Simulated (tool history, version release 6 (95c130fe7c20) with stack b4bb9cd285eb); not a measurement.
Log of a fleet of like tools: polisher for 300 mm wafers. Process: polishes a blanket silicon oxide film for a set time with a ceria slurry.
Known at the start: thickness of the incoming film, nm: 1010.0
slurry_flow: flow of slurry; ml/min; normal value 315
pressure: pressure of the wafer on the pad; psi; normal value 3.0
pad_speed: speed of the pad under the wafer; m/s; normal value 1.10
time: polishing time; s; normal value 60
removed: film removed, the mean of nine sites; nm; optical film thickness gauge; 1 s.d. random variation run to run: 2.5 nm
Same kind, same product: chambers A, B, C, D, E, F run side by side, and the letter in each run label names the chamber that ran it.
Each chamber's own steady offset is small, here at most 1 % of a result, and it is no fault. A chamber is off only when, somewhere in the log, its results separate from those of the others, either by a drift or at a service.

{"hour": 2.8, "done": "chamber F: worn pad replaced by a new one"}
{"run": "1F", "hour": 7.1, "slurry_flow": 315, "pressure": 3.0, "pad_speed": 1.1, "time": 60, "removed": 270.4}
{"hour": 12.3, "done": "chamber D: worn pad replaced by a new one"}
{"run": "2B", "hour": 14.4, "slurry_flow": 315, "pressure": 3.0, "pad_speed": 1.1, "time": 60, "removed": 273.82}
{"hour": 20.1, "done": "chamber E: worn pad replaced by a new one"}
{"run": "3E", "hour": 23.0, "slurry_flow": 315, "pressure": 3.0, "pad_speed": 1.1, "time": 60, "removed": 268.05}
{"run": "4C", "hour": 33.0, "slurry_flow": 315, "pressure": 3.0, "pad_speed": 1.1, "time": 60, "removed": 269.43}
{"run": "5D", "hour": 38.5, "slurry_flow": 315, "pressure": 3.0, "pad_speed": 1.1, "time": 60, "removed": 269.58}
{"hour": 45.3, "done": "chamber B: worn pad replaced by a new one"}
{"run": "6A", "hour": 47.9, "slurry_flow": 315, "pressure": 3.0, "pad_speed": 1.1, "time": 60, "removed": 268.0}
{"hour": 57.0, "done": "chamber C: worn pad replaced by a new one"}
{"run": "7C", "hour": 58.8, "slurry_flow": 315, "pressure": 3.0, "pad_speed": 1.1, "time": 60, "removed": 268.5}
{"hour": 64.0, "done": "chamber A: worn pad replaced by a new one"}
{"run": "8D", "hour": 70.1, "slurry_flow": 315, "pressure": 3.0, "pad_speed": 1.1, "time": 60, "removed": 265.54}
{"hour": 73.6, "done": "chamber F: worn pad replaced by a new one"}
{"run": "9B", "hour": 75.6, "slurry_flow": 315, "pressure": 3.0, "pad_speed": 1.1, "time": 60, "removed": 272.72}
{"hour": 76.2, "done": "chamber F: slurry nozzle cleaned"}
{"run": "10A", "hour": 86.5, "slurry_flow": 315, "pressure": 3.0, "pad_speed": 1.1, "time": 60, "removed": 271.68}
{"hour": 88.7, "done": "chamber E: worn pad replaced by a new one"}
{"run": "11E", "hour": 96.0, "slurry_flow": 315, "pressure": 3.0, "pad_speed": 1.1, "time": 60, "removed": 265.94}
{"run": "12F", "hour": 104.9, "slurry_flow": 220, "pressure": 3.0, "pad_speed": 0.98, "time": 60, "removed": 229.02}
{"hour": 106.2, "done": "chamber B: slurry nozzle cleaned"}
{"run": "13B", "hour": 115.0, "slurry_flow": 220, "pressure": 3.0, "pad_speed": 0.98, "time": 60, "removed": 233.33}
{"run": "14C", "hour": 120.6, "slurry_flow": 220, "pressure": 3.0, "pad_speed": 0.98, "time": 60, "removed": 235.34}
{"hour": 127.6, "done": "chamber C: worn pad replaced by a new one"}
{"run": "15D", "hour": 131.9, "slurry_flow": 220, "pressure": 3.0, "pad_speed": 0.98, "time": 60, "removed": 229.77}
{"hour": 133.4, "done": "chamber D: worn pad replaced by a new one"}
{"run": "16F", "hour": 137.0, "slurry_flow": 220, "pressure": 3.0, "pad_speed": 0.98, "time": 60, "removed": 228.03}
{"hour": 141.5, "done": "chamber F: worn pad replaced by a new one"}
{"run": "17A", "hour": 142.6, "slurry_flow": 220, "pressure": 3.0, "pad_speed": 0.98, "time": 60, "removed": 229.05}
{"run": "18E", "hour": 151.2, "slurry_flow": 315, "pressure": 3.0, "pad_speed": 1.1, "time": 60, "removed": 267.24}
{"hour": 153.8, "done": "chamber A: worn pad replaced by a new one"}
{"hour": 154.3, "done": "chamber B: worn pad replaced by a new one"}
{"run": "19A", "hour": 158.0, "slurry_flow": 315, "pressure": 3.0, "pad_speed": 1.1, "time": 60, "removed": 270.63}
{"hour": 162.4, "done": "chamber B: head pressure recalibrated"}
{"hour": 162.8, "done": "chamber E: worn pad replaced by a new one"}
{"run": "20B", "hour": 164.0, "slurry_flow": 315, "pressure": 3.0, "pad_speed": 1.1, "time": 60, "removed": 273.44}
{"run": "21D", "hour": 173.5, "slurry_flow": 315, "pressure": 3.0, "pad_speed": 1.1, "time": 69, "removed": 307.4}
{"run": "22E", "hour": 180.4, "slurry_flow": 315, "pressure": 3.0, "pad_speed": 1.1, "time": 69, "removed": 305.95}
{"hour": 184.1, "done": "chamber D: head pressure recalibrated"}
{"run": "23F", "hour": 186.0, "slurry_flow": 315, "pressure": 3.0, "pad_speed": 1.1, "time": 69, "removed": 304.84}
{"run": "24C", "hour": 195.2, "slurry_flow": 315, "pressure": 3.0, "pad_speed": 1.1, "time": 69, "removed": 312.44}
{"hour": 199.3, "done": "chamber C: worn pad replaced by a new one"}
{"hour": 199.6, "done": "chamber D: slurry nozzle cleaned"}
{"run": "25E", "hour": 205.1, "slurry_flow": 315, "pressure": 3.0, "pad_speed": 1.1, "time": 69, "removed": 305.4}
{"run": "26C", "hour": 210.6, "slurry_flow": 315, "pressure": 3.0, "pad_speed": 1.1, "time": 69, "removed": 310.54}
{"hour": 215.8, "done": "chamber F: worn pad replaced by a new one"}
{"run": "27B", "hour": 217.1, "slurry_flow": 315, "pressure": 3.0, "pad_speed": 1.1, "time": 60, "removed": 269.79}
{"run": "28A", "hour": 225.0, "slurry_flow": 315, "pressure": 3.0, "pad_speed": 1.1, "time": 60, "removed": 274.35}
{"hour": 229.0, "done": "chamber D: worn pad replaced by a new one"}
{"hour": 232.8, "done": "chamber A: worn pad replaced by a new one"}
{"run": "29D", "hour": 234.9, "slurry_flow": 315, "pressure": 3.9, "pad_speed": 1.1, "time": 70, "removed": 413.45}
{"hour": 240.1, "done": "chamber E: worn pad replaced by a new one"}
{"run": "30F", "hour": 243.2, "slurry_flow": 315, "pressure": 3.9, "pad_speed": 1.1, "time": 70, "removed": 409.01}
{"run": "31F", "hour": 253.8, "slurry_flow": 315, "pressure": 3.9, "pad_speed": 1.1, "time": 70, "removed": 407.04}
{"run": "32C", "hour": 264.3, "slurry_flow": 315, "pressure": 3.9, "pad_speed": 1.1, "time": 70, "removed": 409.64}
{"run": "33D", "hour": 275.7, "slurry_flow": 315, "pressure": 3.9, "pad_speed": 1.1, "time": 70, "removed": 402.16}
{"hour": 276.3, "done": "chamber B: worn pad replaced by a new one"}
{"run": "34B", "hour": 283.9, "slurry_flow": 315, "pressure": 3.9, "pad_speed": 1.1, "time": 70, "removed": 408.88}
{"run": "35E", "hour": 292.2, "slurry_flow": 315, "pressure": 3.0, "pad_speed": 1.1, "time": 60, "removed": 273.0}
{"run": "36A", "hour": 302.5, "slurry_flow": 315, "pressure": 3.0, "pad_speed": 1.1, "time": 60, "removed": 271.8}
{"hour": 310.7, "done": "chamber A: slurry nozzle cleaned"}
{"run": "37D", "hour": 311.4, "slurry_flow": 375, "pressure": 3.3, "pad_speed": 1.1, "time": 60, "removed": 298.03}
{"run": "38A", "hour": 317.1, "slurry_flow": 375, "pressure": 3.3, "pad_speed": 1.1, "time": 60, "removed": 303.34}
{"hour": 324.0, "done": "chamber B: slurry nozzle cleaned"}
{"run": "39B", "hour": 326.7, "slurry_flow": 375, "pressure": 3.3, "pad_speed": 1.1, "time": 60, "removed": 300.34}

Is one chamber off against the others, does the gauge drift, or is nothing wrong? If a chamber is off, say which, and what the likeliest cause is.

Nothing is wrong: each chamber keeps only its own small, steady offset and the gauge holds still.

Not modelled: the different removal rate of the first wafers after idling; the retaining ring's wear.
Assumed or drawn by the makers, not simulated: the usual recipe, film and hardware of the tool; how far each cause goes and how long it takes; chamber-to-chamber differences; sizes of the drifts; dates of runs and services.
